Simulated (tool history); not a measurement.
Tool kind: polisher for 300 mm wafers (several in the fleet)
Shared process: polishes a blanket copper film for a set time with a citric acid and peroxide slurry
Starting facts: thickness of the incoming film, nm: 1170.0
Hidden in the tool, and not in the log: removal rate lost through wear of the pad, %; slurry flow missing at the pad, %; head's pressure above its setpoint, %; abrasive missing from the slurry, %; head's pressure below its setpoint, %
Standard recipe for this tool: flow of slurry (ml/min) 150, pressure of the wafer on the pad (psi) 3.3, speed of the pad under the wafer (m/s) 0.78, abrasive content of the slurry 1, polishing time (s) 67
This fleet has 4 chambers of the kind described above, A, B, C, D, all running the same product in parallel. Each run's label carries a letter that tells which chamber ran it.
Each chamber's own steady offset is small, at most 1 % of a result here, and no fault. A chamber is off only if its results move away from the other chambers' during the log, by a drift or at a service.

| run | day | flow of slurry (ml/min) | pressure of the wafer on the pad (psi) | speed of the pad under the wafer (m/s) | abrasive content of the slurry | polishing time (s) | wafers polished on this pad | hours since the slurry nozzle was cleaned | hours since the head pressure was calibrated | hours since the slurry blender was calibrated | film removed (angstrom) |
|---|---|---|---|---|---|---|---|---|---|---|---|
|  | 0.242 | chamber A: slurry blender recalibrated |
| 1B | 0.362 | 150 | 3.3 | 0.78 | 1 | 67 | 241 | 590.3 | 62.7 | 205.7 | 1376.5 |
| 2A | 0.754 | 150 | 3.3 | 0.78 | 1 | 67 | 666 | 122.6 | 250.4 | 12.4 | 1409.4 |
| 3C | 1.338 | 150 | 3.3 | 0.78 | 1 | 67 | 508 | 58.9 | 1027.9 | 386.9 | 1368.4 |
| 4D | 1.629 | 150 | 3.3 | 0.78 | 1 | 67 | 874 | 107.9 | 358.8 | 63.6 | 1397.2 |
|  | 1.796 | chamber D: worn pad replaced by a new one |
| 5D | 2.025 | 150 | 3.3 | 0.78 | 1 | 67 | 59 | 117.4 | 368.3 | 73.1 | 1374.7 |
| 6A | 2.471 | 150 | 3.3 | 0.78 | 1 | 67 | 1112 | 163.8 | 291.6 | 53.6 | 1368 |
|  | 2.517 | chamber A: worn pad replaced by a new one |
| 7C | 2.8 | 110 | 3.3 | 0.78 | 1 | 77 | 888 | 94 | 1063 | 422 | 1469.1 |
| 8B | 3.083 | 110 | 3.3 | 0.78 | 1 | 77 | 948 | 655.6 | 128 | 271 | 1471.5 |
| 9B | 3.6 | 110 | 3.3 | 0.78 | 1 | 77 | 1082 | 668 | 140.4 | 283.4 | 1470.3 |
|  | 3.762 | chamber C: worn pad replaced by a new one |
|  | 3.896 | chamber B: worn pad replaced by a new one |
| 10D | 4.075 | 110 | 3.3 | 0.78 | 1 | 77 | 592 | 166.6 | 417.5 | 122.3 | 1462.5 |
| 11C | 4.521 | 150 | 3.3 | 0.78 | 1 | 67 | 197 | 135.3 | 1104.3 | 463.3 | 1400.4 |
| 12A | 4.846 | 150 | 3.3 | 0.78 | 1 | 67 | 605 | 220.8 | 348.6 | 110.6 | 1369.5 |
|  | 5.175 | chamber A: slurry blender recalibrated |
| 13C | 5.429 | 150 | 3.3 | 0.78 | 1 | 67 | 433 | 157.1 | 1126.1 | 485.1 | 1360.1 |
| 14B | 5.9 | 150 | 3.3 | 0.78 | 1 | 67 | 521 | 723.2 | 195.6 | 338.6 | 1383.6 |
|  | 5.996 | chamber A: worn pad replaced by a new one |
|  | 6.142 | chamber D: worn pad replaced by a new one |
|  | 6.317 | chamber B: slurry blender recalibrated |
| 15A | 6.383 | 150 | 3.3 | 0.78 | 1 | 67 | 100 | 257.7 | 385.5 | 29.1 | 1362.8 |
|  | 6.525 | chamber B: slurry nozzle cleaned |
| 16D | 6.9 | 150 | 3.3 | 0.78 | 1 | 67 | 197 | 234.4 | 485.3 | 190.1 | 1375.7 |
|  | 7.217 | chamber C: worn pad replaced by a new one |
| 17B | 7.321 | 150 | 3.3 | 0.78 | 1 | 67 | 890 | 19.1 | 229.7 | 24.1 | 1359.6 |
|  | 7.662 | chamber C: slurry blender recalibrated |
| 18C | 7.892 | 150 | 3.3 | 0.78 | 1 | 88 | 176 | 216.2 | 1185.2 | 5.6 | 1767.9 |
|  | 7.996 | chamber C: head pressure recalibrated |
|  | 8.125 | chamber B: worn pad replaced by a new one |
| 19A | 8.471 | 150 | 3.3 | 0.78 | 1 | 88 | 643 | 307.8 | 435.6 | 79.2 | 1780.7 |
| 20D | 8.888 | 150 | 3.3 | 0.78 | 1 | 88 | 713 | 282.1 | 533 | 237.8 | 1816.5 |
| 21D | 9.154 | 150 | 3.3 | 0.78 | 1 | 88 | 782 | 288.5 | 539.4 | 244.2 | 1783.4 |
|  | 9.721 | chamber D: worn pad replaced by a new one |
| 22C | 9.733 | 150 | 3.3 | 0.78 | 1 | 67 | 654 | 260.4 | 41.7 | 49.8 | 1265.5 |
|  | 9.758 | chamber D: slurry blender recalibrated |
|  | 10.112 | chamber A: slurry blender recalibrated |
|  | 10.146 | chamber C: slurry nozzle cleaned |
| 23B | 10.308 | 150 | 3.3 | 0.78 | 1 | 67 | 567 | 90.8 | 301.4 | 95.8 | 1380.9 |
|  | 10.5 | chamber A: worn pad replaced by a new one |
| 24A | 10.617 | 150 | 3.3 | 0.78 | 1 | 67 | 30 | 359.3 | 487.1 | 12.2 | 1367.2 |
| 25D | 11.129 | 150 | 3.3 | 0.78 | 1 | 67 | 365 | 335.9 | 586.8 | 33 | 1378 |
|  | 11.312 | chamber D: slurry nozzle cleaned |
|  | 11.425 | chamber D: head pressure recalibrated |
|  | 11.438 | chamber C: worn pad replaced by a new one |
| 26A | 11.683 | 150 | 3.3 | 0.78 | 1 | 67 | 307 | 384.9 | 512.7 | 37.8 | 1353 |
|  | 11.888 | chamber A: slurry nozzle cleaned |
|  | 12.042 | chamber B: worn pad replaced by a new one |
| 27B | 12.204 | 150 | 3.3 | 0.78 | 1 | 67 | 42 | 136.3 | 346.9 | 141.3 | 1377.1 |
| 28C | 12.492 | 150 | 3.3 | 0.78 | 1 | 67 | 273 | 56.3 | 107.9 | 116 | 1240.8 |
| 29D | 13.004 | 150 | 3.3 | 0.78 | 1 | 67 | 853 | 40.6 | 38 | 78 | 1364.9 |
| 30B | 13.296 | 150 | 3.3 | 0.78 | 1 | 67 | 326 | 162.5 | 373.1 | 167.5 | 1391.6 |
| 31C | 13.896 | 150 | 3.3 | 0.78 | 1 | 67 | 638 | 90 | 141.6 | 149.7 | 1267.6 |
|  | 14.033 | chamber D: worn pad replaced by a new one |
|  | 14.417 | chamber A: worn pad replaced by a new one |
| 32A | 14.467 | 150 | 3.3 | 0.78 | 1 | 67 | 13 | 61.9 | 579.5 | 104.6 | 1398 |
|  | 14.546 | chamber A: slurry blender recalibrated |
| 33C | 15.046 | 150 | 3.3 | 0.78 | 1 | 67 | 937 | 117.6 | 169.2 | 177.3 | 1254.8 |
|  | 15.233 | chamber B: head pressure recalibrated |
| 34B | 15.308 | 150 | 3.3 | 0.78 | 1.15 | 54 | 849 | 210.8 | 1.8 | 215.8 | 1158.1 |
|  | 15.846 | chamber C: worn pad replaced by a new one |
| 35D | 15.858 | 150 | 3.3 | 0.78 | 1.15 | 54 | 474 | 109.1 | 106.5 | 146.5 | 1147.8 |
|  | 16.038 | chamber B: worn pad replaced by a new one |
| 36A | 16.292 | 150 | 3.3 | 0.78 | 1.15 | 54 | 487 | 105.7 | 623.3 | 42 | 1145 |
| 37D | 16.721 | 150 | 3.3 | 0.78 | 1.15 | 54 | 698 | 129.8 | 127.2 | 167.2 | 1131.6 |
| 38B | 17.233 | 150 | 3.3 | 0.78 | 1 | 67 | 311 | 257 | 48 | 262 | 1375.4 |
| 39A | 17.762 | 150 | 3.3 | 0.78 | 1 | 67 | 870 | 141 | 658.6 | 77.3 | 1387.1 |
|  | 17.954 | chamber D: worn pad replaced by a new one |
|  | 18.079 | chamber A: worn pad replaced by a new one |
| 40C | 18.254 | 150 | 3.3 | 0.78 | 1 | 67 | 626 | 194.6 | 246.2 | 254.3 | 1256.3 |
|  | 18.429 | chamber A: slurry blender recalibrated |
|  | 18.558 | chamber B: slurry blender recalibrated |
| 41D | 18.692 | 150 | 3.3 | 0.78 | 1 | 67 | 191 | 177.1 | 174.5 | 214.5 | 1369.5 |
| 42B | 19.146 | 150 | 3.3 | 0.78 | 1 | 67 | 808 | 302.9 | 93.9 | 14.2 | 1361.2 |
| 43C | 19.425 | 150 | 3.3 | 0.78 | 1 | 67 | 930 | 222.7 | 274.3 | 282.4 | 1251.8 |
| 44A | 19.708 | 150 | 3.3 | 0.78 | 1 | 67 | 424 | 187.7 | 705.3 | 30.8 | 1400.1 |

Is one chamber out of step, is the gauge drifting, or do the chambers differ by no more than their own small offsets? For an off chamber, give its letter and the likeliest cause.

After it was serviced, chamber C no longer matches the other chambers.
Cause: head's pressure below its setpoint, % = 8.53.

Below are 4 candidate recipes for chamber C's next run, each the usual settings with a change, their results shown as question marks. Which of them brings C's results back in line with what the other chambers give on the usual settings?
In line means no further than this from the other chambers' mean on the usual settings: film removed (angstrom) 54
| 45C-1 | 20.142 | 150 | 3.3 | 0.78 | 1 | 66 |  |  |  |  | ? |
| 45C-2 | 20.142 | 150 | 3.3 | 0.78 | 1 | 68 |  |  |  |  | ? |
| 45C-3 | 20.142 | 150 | 3.3 | 0.86 | 1 | 67 |  |  |  |  | ? |
| 45C-4 | 20.142 | 150 | 3.3 | 0.74 | 1 | 64 |  |  |  |  | ? |

Mean of the other chambers on the usual settings: film removed (angstrom) 1373.1
| run | film removed (angstrom) |
|---|---|
| 45C-1 | 1244.2 |
| 45C-2 | 1281.9 |
| 45C-3 | 1388.5 |
| 45C-4 | 1146.5 |
45C-3 puts the chamber back in line with the other chambers.

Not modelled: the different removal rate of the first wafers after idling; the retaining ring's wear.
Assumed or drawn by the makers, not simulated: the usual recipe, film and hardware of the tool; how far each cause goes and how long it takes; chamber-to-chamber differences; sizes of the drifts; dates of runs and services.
